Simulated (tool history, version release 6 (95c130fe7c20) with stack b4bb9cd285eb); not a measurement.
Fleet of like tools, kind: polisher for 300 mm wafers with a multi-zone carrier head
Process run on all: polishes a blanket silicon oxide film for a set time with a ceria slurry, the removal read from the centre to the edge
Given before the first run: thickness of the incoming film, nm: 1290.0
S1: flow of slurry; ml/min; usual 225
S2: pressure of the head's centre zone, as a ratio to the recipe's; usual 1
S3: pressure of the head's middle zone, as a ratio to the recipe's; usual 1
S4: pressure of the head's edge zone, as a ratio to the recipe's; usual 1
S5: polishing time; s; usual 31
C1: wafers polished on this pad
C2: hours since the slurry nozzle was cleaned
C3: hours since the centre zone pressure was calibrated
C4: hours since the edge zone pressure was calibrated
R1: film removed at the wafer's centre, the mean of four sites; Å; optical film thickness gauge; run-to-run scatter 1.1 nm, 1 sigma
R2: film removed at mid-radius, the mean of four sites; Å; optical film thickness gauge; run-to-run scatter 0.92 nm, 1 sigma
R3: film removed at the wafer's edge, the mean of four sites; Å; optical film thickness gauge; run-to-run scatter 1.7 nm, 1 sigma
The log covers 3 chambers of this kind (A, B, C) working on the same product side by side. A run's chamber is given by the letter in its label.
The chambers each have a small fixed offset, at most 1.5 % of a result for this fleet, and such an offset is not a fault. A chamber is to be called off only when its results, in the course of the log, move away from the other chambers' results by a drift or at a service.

| run | hour | S1 | S2 | S3 | S4 | S5 | C1 | C2 | C3 | C4 | R1 | R2 | R3 |
|---|---|---|---|---|---|---|---|---|---|---|---|---|---|
|  | 9.5 | chamber A: worn pad replaced by a new one |
| 1B | 10.4 | 225 | 1 | 1 | 1 | 31 | 1463 | 736.6 | 214.4 | 143.5 | 1314.3 | 1282.8 | 1314.8 |
| 2C | 21.6 | 225 | 1 | 1 | 1 | 31 | 1337 | 81.1 | 802.1 | 804.6 | 1296.7 | 1301.8 | 1281.8 |
|  | 30.3 | chamber B: worn pad replaced by a new one |
|  | 31.2 | chamber C: worn pad replaced by a new one |
| 3A | 33.6 | 225 | 1 | 1 | 1 | 31 | 446 | 851.4 | 1030.8 | 933.8 | 1260.5 | 1284.2 | 1315.2 |
|  | 39.5 | chamber A: edge zone pressure recalibrated |
| 4B | 42.6 | 225 | 1 | 1 | 1 | 31 | 229 | 768.8 | 246.6 | 175.7 | 1300.2 | 1301 | 1313.4 |
| 5A | 57.3 | 225 | 1 | 1 | 1 | 31 | 884 | 875.1 | 1054.5 | 17.9 | 1274.4 | 1288.5 | 1278.3 |
| 6C | 64.8 | 225 | 1 | 1 | 1 | 41 | 622 | 124.3 | 845.3 | 847.8 | 1714.2 | 1711.1 | 1686.8 |
| 7B | 79.2 | 225 | 1 | 1 | 1 | 41 | 905 | 805.4 | 283.2 | 212.3 | 1749.9 | 1686.3 | 1703.5 |
| 8C | 86.2 | 225 | 1 | 1 | 1 | 41 | 1017 | 145.7 | 866.7 | 869.2 | 1695.2 | 1718.4 | 1711 |
|  | 86.3 | chamber A: slurry nozzle cleaned |
| 9A | 99 | 225 | 1 | 1 | 1 | 31 | 1655 | 12.7 | 1096.2 | 59.6 | 1294.2 | 1289.2 | 1274.9 |
|  | 102.6 | chamber A: worn pad replaced by a new one |
|  | 107.7 | chamber C: worn pad replaced by a new one |
|  | 108.2 | chamber B: worn pad replaced by a new one |
| 10C | 111.8 | 225 | 1 | 1 | 1 | 31 | 76 | 171.3 | 892.3 | 894.8 | 1282.6 | 1302.2 | 1283.3 |
| 11B | 125.4 | 225 | 1 | 1 | 1 | 31 | 318 | 851.6 | 329.4 | 258.5 | 1313.2 | 1270.8 | 1295.2 |
| 12A | 133.7 | 225 | 1 | 1 | 1 | 31 | 575 | 47.4 | 1130.9 | 94.3 | 1269.5 | 1294.8 | 1279 |
| 13B | 149.1 | 225 | 1 | 1 | 1 | 31 | 756 | 875.3 | 353.1 | 282.2 | 1289.3 | 1282.2 | 1308.2 |
| 14C | 157.3 | 225 | 1 | 1 | 1 | 31 | 916 | 216.8 | 937.8 | 940.3 | 1302 | 1290.3 | 1325.9 |
| 15A | 170.8 | 225 | 1 | 1 | 1 | 31 | 1261 | 84.5 | 1168 | 131.4 | 1276.2 | 1280.1 | 1292.8 |
| 16B | 180.2 | 200 | 1 | 1 | 1 | 31 | 1330 | 906.4 | 384.2 | 313.3 | 1282 | 1252 | 1274.6 |
| 17A | 193.9 | 200 | 1 | 1 | 1 | 31 | 1687 | 107.6 | 1191.1 | 154.5 | 1255.2 | 1251.7 | 1263.4 |
|  | 196.5 | chamber B: slurry nozzle cleaned |
|  | 199 | chamber B: worn pad replaced by a new one |
|  | 200.7 | chamber A: worn pad replaced by a new one |
| 18C | 203.5 | 200 | 1 | 1 | 1 | 31 | 1770 | 263 | 984 | 986.5 | 1281.5 | 1261.8 | 1236.6 |
|  | 205.4 | chamber C: worn pad replaced by a new one |
| 19A | 210.7 | 225 | 1 | 1 | 1 | 31 | 185 | 124.4 | 1207.9 | 171.3 | 1277.2 | 1277.5 | 1283.1 |
| 20B | 220.9 | 225 | 1 | 1 | 1 | 31 | 405 | 24.4 | 424.9 | 354 | 1301.7 | 1293.5 | 1296.4 |
| 21C | 230.9 | 225 | 1 | 1 | 1 | 31 | 471 | 290.4 | 1011.4 | 1013.9 | 1273.8 | 1293.5 | 1295.1 |
| 22B | 246.7 | 225 | 1 | 1 | 1 | 26 | 882 | 50.2 | 450.7 | 379.8 | 1097.6 | 1068.9 | 1074.3 |
| 23A | 258.9 | 225 | 1 | 1 | 1 | 26 | 1076 | 172.6 | 1256.1 | 219.5 | 1077.6 | 1067.8 | 1081.7 |
|  | 266.8 | chamber C: centre zone pressure recalibrated |
| 24C | 273.9 | 225 | 1 | 1 | 1 | 26 | 1266 | 333.4 | 7.2 | 1056.9 | 1048.3 | 1079.7 | 1087.2 |
| 25B | 282.2 | 225 | 1 | 1 | 1 | 31 | 1537 | 85.7 | 486.2 | 415.3 | 1298.9 | 1303.5 | 1326.2 |
|  | 283.5 | chamber B: worn pad replaced by a new one |
| 26C | 294.2 | 225 | 1 | 1.12 | 1 | 35 | 1641 | 353.7 | 27.5 | 1077.2 | 1395.5 | 1604.7 | 1435.7 |
|  | 294.9 | chamber A: worn pad replaced by a new one |
|  | 302.4 | chamber C: worn pad replaced by a new one |
| 27A | 304.9 | 225 | 1 | 1.12 | 1 | 35 | 186 | 218.6 | 1302.1 | 265.5 | 1426.1 | 1590.1 | 1420.3 |
| 28C | 312.4 | 225 | 1 | 1.12 | 1 | 35 | 186 | 371.9 | 45.7 | 1095.4 | 1402.3 | 1630.9 | 1450.3 |
| 29A | 320.2 | 225 | 1 | 1 | 1 | 31 | 469 | 233.9 | 1317.4 | 280.8 | 1287.4 | 1282.9 | 1292.9 |
| 30B | 327 | 225 | 1 | 1 | 1 | 31 | 804 | 130.5 | 531 | 460.1 | 1307.9 | 1290.1 | 1290 |
| 31B | 341.1 | 225 | 1 | 1 | 1 | 31 | 1065 | 144.6 | 545.1 | 474.2 | 1294 | 1279.2 | 1286.8 |
| 32A | 352.4 | 225 | 1 | 1 | 1 | 31 | 1063 | 266.1 | 1349.6 | 313 | 1286.6 | 1291.8 | 1299.7 |
| 33C | 361.6 | 225 | 1 | 1 | 1 | 31 | 1095 | 421.1 | 94.9 | 1144.6 | 1232.9 | 1295.6 | 1288.9 |
| 34B | 375.7 | 225 | 1 | 1 | 1 | 31 | 1704 | 179.2 | 579.7 | 508.8 | 1314.8 | 1287.7 | 1302.6 |
|  | 375.8 | chamber B: worn pad replaced by a new one |
|  | 377.8 | chamber A: worn pad replaced by a new one |
| 35C | 390.9 | 225 | 1 | 1 | 1 | 31 | 1636 | 450.4 | 124.2 | 1173.9 | 1223.3 | 1292.6 | 1305.6 |
| 36A | 398.8 | 225 | 1 | 1 | 1 | 31 | 388 | 312.5 | 1396 | 359.4 | 1290.9 | 1264.9 | 1279.3 |
|  | 399.7 | chamber C: worn pad replaced by a new one |
| 37A | 413.3 | 225 | 1 | 1 | 1 | 31 | 656 | 327 | 1410.5 | 373.9 | 1284.4 | 1291.3 | 1272.3 |
| 38B | 424.5 | 225 | 1 | 1 | 1 | 31 | 899 | 228 | 628.5 | 557.6 | 1304.3 | 1302.1 | 1316.9 |
| 39C | 434.8 | 225 | 1 | 1 | 1 | 31 | 650 | 494.3 | 168.1 | 1217.8 | 1230.6 | 1296.1 | 1307 |

The same settings go to every chamber for the next run, one line per chamber below. Forecast the results for each:
| 40A | 446.2 | 225 | 1 | 1 | 1 | 31 |  |  |  |  | ? | ? | ? |
| 40B | 446.2 | 225 | 1 | 1 | 1 | 31 |  |  |  |  | ? | ? | ? |
| 40C | 446.2 | 225 | 1 | 1 | 1 | 31 |  |  |  |  | ? | ? | ? |

| run | R1 | R2 | R3 |
|---|---|---|---|
| 40A | 1263.8 | 1265.3 | 1298.1 |
| 40B | 1303 | 1292.5 | 1286.3 |
| 40C | 1223.4 | 1305.8 | 1278.3 |

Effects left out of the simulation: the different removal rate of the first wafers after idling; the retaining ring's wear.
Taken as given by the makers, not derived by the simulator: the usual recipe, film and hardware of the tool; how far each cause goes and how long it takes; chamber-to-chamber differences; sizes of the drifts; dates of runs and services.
